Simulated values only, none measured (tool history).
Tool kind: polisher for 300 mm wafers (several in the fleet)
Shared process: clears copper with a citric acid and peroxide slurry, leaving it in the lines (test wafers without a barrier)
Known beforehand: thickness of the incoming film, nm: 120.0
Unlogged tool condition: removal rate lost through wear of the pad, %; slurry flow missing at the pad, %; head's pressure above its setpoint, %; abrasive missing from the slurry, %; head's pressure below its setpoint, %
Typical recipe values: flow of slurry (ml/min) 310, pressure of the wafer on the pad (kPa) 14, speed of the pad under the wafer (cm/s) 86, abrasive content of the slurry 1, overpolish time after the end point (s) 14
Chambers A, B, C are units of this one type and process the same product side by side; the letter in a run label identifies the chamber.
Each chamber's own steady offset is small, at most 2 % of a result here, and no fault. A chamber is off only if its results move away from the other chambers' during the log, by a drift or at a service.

run	hour	flow of slurry (ml/min)	pressure of the wafer on the pad (kPa)	speed of the pad under the wafer (cm/s)	abrasive content of the slurry	overpolish time after the end point (s)	wafers polished on this pad	hours since the slurry nozzle was cleaned	hours since the head pressure was calibrated	hours since the slurry blender was calibrated	time until the end point was called (s)	dishing of a wide line in a test structure (nm)
1A	9.8	310	14	86	1	14	90	173.4	335.3	116.1	110.9	11.464
# hour 15: chamber B: worn pad replaced by a new one
# hour 18.5: chamber C: worn pad replaced by a new one
2B	18.6	310	14	86	1	14	23	317.8	117.1	41.6	112.64	11.495
3C	31.9	310	14	86	1	14	87	238.4	470.6	51.8	112.68	11.467
# hour 38.3: chamber C: slurry nozzle cleaned
4A	41.6	310	14	86	1	14	298	205.2	367.1	147.9	111.59	11.563
5C	56.5	310	14	86	1	14	248	18.3	495.2	76.4	111.4	11.22
6B	71.2	310	14	86	1	14	367	370.4	169.7	94.2	110.99	11.415
7B	81.7	310	14	86	1	14	436	380.9	180.2	104.7	112.81	11.215
# hour 86.4: chamber C: head pressure recalibrated
# hour 90.8: chamber B: worn pad replaced by a new one
8C	92.3	310	14	86	1	14	482	54.1	6	112.2	121.81	10.471
# hour 97.9: chamber A: slurry blender recalibrated
9A	102.7	310	14	86	1	14	697	266.3	428.2	4.8	111.78	11.542
10A	117.5	310	14	86	0.85	14	794	281.1	443	19.6	114.97	11.235
11B	129.3	310	14	86	0.85	14	251	428.5	227.8	152.3	114.16	11.013
12C	139.4	310	14	86	0.85	14	790	101.2	53.1	159.3	125.87	10.003
13C	153.9	310	14	86	1	14	884	115.7	67.6	173.8	120.03	10.381
# hour 154: chamber C: worn pad replaced by a new one
14A	162.5	310	14	86	1	14	1088	326.1	488	64.6	110.76	11.471
15B	176.4	310	14	86	1	14	559	475.6	274.9	199.4	111.42	11.35
# hour 178.3: chamber B: worn pad replaced by a new one
16C	183.9	310	14	86	1	14	195	145.7	97.6	203.8	120.13	10.374
# hour 190.9: chamber A: worn pad replaced by a new one
17A	194.9	310	14	86	1	14	26	358.5	520.4	97	110.84	11.432
# hour 195.4: chamber B: slurry blender recalibrated
18B	205.4	310	14	86	1	14	177	504.6	303.9	10.1	110.27	11.363
19A	213.3	310	14	86	1	14	146	376.9	538.8	115.4	112.3	11.47
20C	229	310	14	86	1	14	490	190.8	142.7	248.9	122.42	10.53
21B	240.5	310	14	86	1	14	406	539.7	339	45.2	111.22	11.33
22C	251.6	310	14	86	1	14	638	213.4	165.3	271.5	119.37	10.495
# hour 258.8: chamber C: worn pad replaced by a new one
23A	260.4	310	14	86	1	14	454	424	585.9	162.5	110.49	11.43
24B	270.7	310	14	86	1	14	603	569.9	369.2	75.4	111.94	11.427
25C	282.5	310	14	86	1	14	155	244.3	196.2	302.4	118.46	10.27

For the next run the whole fleet of 3 chambers uses the same settings. Give each chamber's results:
26A	294.3	310	14	86	1	14					?	?
26B	294.3	310	14	86	1	14					?	?
26C	294.3	310	14	86	1	14					?	?

run	time until the end point was called (s)	dishing of a wide line in a test structure (nm)
26A	111.38	11.544
26B	111.3	11.392
26C	119.51	10.489
